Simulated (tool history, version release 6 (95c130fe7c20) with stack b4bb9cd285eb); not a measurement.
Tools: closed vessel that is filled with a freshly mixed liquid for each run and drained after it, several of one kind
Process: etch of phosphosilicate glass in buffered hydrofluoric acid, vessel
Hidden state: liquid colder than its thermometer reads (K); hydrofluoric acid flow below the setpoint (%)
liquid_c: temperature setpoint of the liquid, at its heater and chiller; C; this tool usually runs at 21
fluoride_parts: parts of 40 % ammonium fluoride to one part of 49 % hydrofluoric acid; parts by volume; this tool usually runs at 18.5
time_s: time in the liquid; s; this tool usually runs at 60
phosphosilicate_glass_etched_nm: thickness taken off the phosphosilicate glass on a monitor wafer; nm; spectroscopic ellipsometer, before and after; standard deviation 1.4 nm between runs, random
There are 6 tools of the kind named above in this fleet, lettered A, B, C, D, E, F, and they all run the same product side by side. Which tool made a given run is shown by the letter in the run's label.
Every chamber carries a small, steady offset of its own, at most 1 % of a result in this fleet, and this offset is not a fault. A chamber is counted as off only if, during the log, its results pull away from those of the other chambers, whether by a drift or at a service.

run   hour  liquid_c  fluoride_parts  time_s  hours since the thermometer was replaced  hours since the hydrofluoric acid flow meter was replaced  read-back film thickness of the phosphosilicate glass reference wafer, read on the same gauge (nm)  phosphosilicate_glass_etched_nm
 1E    4.3        21            18.5      60                                     723.7                                                      407.9                                                                                              80.009                           144.13
 2F    7.3        21            18.5      60                                      18.3                                                     1816.2                                                                                              79.993                           143.43
 3C   10.9        21            18.5      60                                     789.9                                                     1754.1                                                                                              79.981                           141.95
 4D   14.3        21            18.5      60                                     821.8                                                        530                                                                                                  80                           140.92
 5B   17.2        21            18.5      60                                    1710.5                                                     1670.2                                                                                              79.992                           141.96
 6A   21.8        21            18.5      60                                     298.3                                                       81.8                                                                                              79.989                           143.01
 7F   26.5        21            18.5      60                                      37.5                                                     1835.4                                                                                              80.016                           142.17
 8C   29.8        21            18.5      60                                     808.8                                                       1773                                                                                              79.994                           144.77
 9D   34.4      17.5            18.5      60                                     841.9                                                      550.1                                                                                              79.983                           118.37
10E   36.9      17.5            18.5      60                                     756.3                                                      440.5                                                                                               80.01                           113.72
11B   40.9      17.5            18.5      60                                    1734.2                                                     1693.9                                                                                               80.01                           117.08
12A   43.9      17.5            18.5      60                                     320.4                                                      103.9                                                                                              79.977                            119.6
13D   48.4      17.5            18.5      60                                     855.9                                                      564.1                                                                                              80.019                           116.53
14A   53.2      17.5            18.5      60                                     329.7                                                      113.2                                                                                              79.993                           117.58
15C   55.9        24              15      60                                     834.9                                                     1799.1                                                                                              79.982                           210.61
16B   58.7        24              15      60                                      1752                                                     1711.7                                                                                              79.995                           207.31
17E   61.2        24              15      60                                     780.6                                                      464.8                                                                                              80.011                           200.64
18F   64.1        24              15      60                                      75.1                                                       1873                                                                                              79.973                           207.58
19A     68        24              15      60                                     344.5                                                        128                                                                                              80.011                           207.56
20E     71        24              15      60                                     790.4                                                      474.6                                                                                              79.998                           199.58
21F   75.9        21            18.5      60                                      86.9                                                     1884.8                                                                                              80.008                           141.89
22B   78.7        21            18.5      60                                      1772                                                     1731.7                                                                                              79.988                           146.32
23D   81.6        21            15.5      30                                     889.1                                                      597.3                                                                                              79.973                           82.741
24C     86        21            15.5      30                                       865                                                     1829.2                                                                                              79.988                           85.507
25E   90.5        21            15.5      30                                     809.9                                                      494.1                                                                                              79.997                           77.894
26B   93.8        21            15.5      30                                    1787.1                                                     1746.8                                                                                              79.991                           85.363
27D   96.1        21            15.5      30                                     903.6                                                      611.8                                                                                              79.984                           84.091
28C   99.2        21            15.5      30                                     878.2                                                     1842.4                                                                                              80.012                           85.698
29A  101.4        21            18.5      60                                     377.9                                                      161.4                                                                                              80.001                           142.99
30F  105.7        21            18.5      60                                     116.7                                                     1914.6                                                                                               79.98                           145.36
31F  110.2        21              26      70                                     121.2                                                     1919.1                                                                                              80.012                           126.83
32B  114.4        21              26      70                                    1807.7                                                     1767.4                                                                                              79.995                           126.62
33E  118.4        21              26      70                                     837.8                                                        522                                                                                              79.971                           116.15
34C  122.5        21              26      70                                     901.5                                                     1865.7                                                                                              79.966                           127.94
35A  126.8        21              26      70                                     403.3                                                      186.8                                                                                              80.005                           129.75
36D  130.7        21              26      70                                     938.2                                                      646.4                                                                                               80.01                           128.56

The same settings go to every chamber for the next run, one line per chamber below. Forecast the results for each:
37A  134.3        21            18.5      60                                                                                                                                                                                                                                         ?
37B  134.3        21            18.5      60                                                                                                                                                                                                                                         ?
37C  134.3        21            18.5      60                                                                                                                                                                                                                                         ?
37D  134.3        21            18.5      60                                                                                                                                                                                                                                         ?
37E  134.3        21            18.5      60                                                                                                                                                                                                                                         ?
37F  134.3        21            18.5      60                                                                                                                                                                                                                                         ?

run  phosphosilicate_glass_etched_nm
37A                           144.92
37B                           143.66
37C                           145.19
37D                           142.36
37E                           126.01
37F                           142.08

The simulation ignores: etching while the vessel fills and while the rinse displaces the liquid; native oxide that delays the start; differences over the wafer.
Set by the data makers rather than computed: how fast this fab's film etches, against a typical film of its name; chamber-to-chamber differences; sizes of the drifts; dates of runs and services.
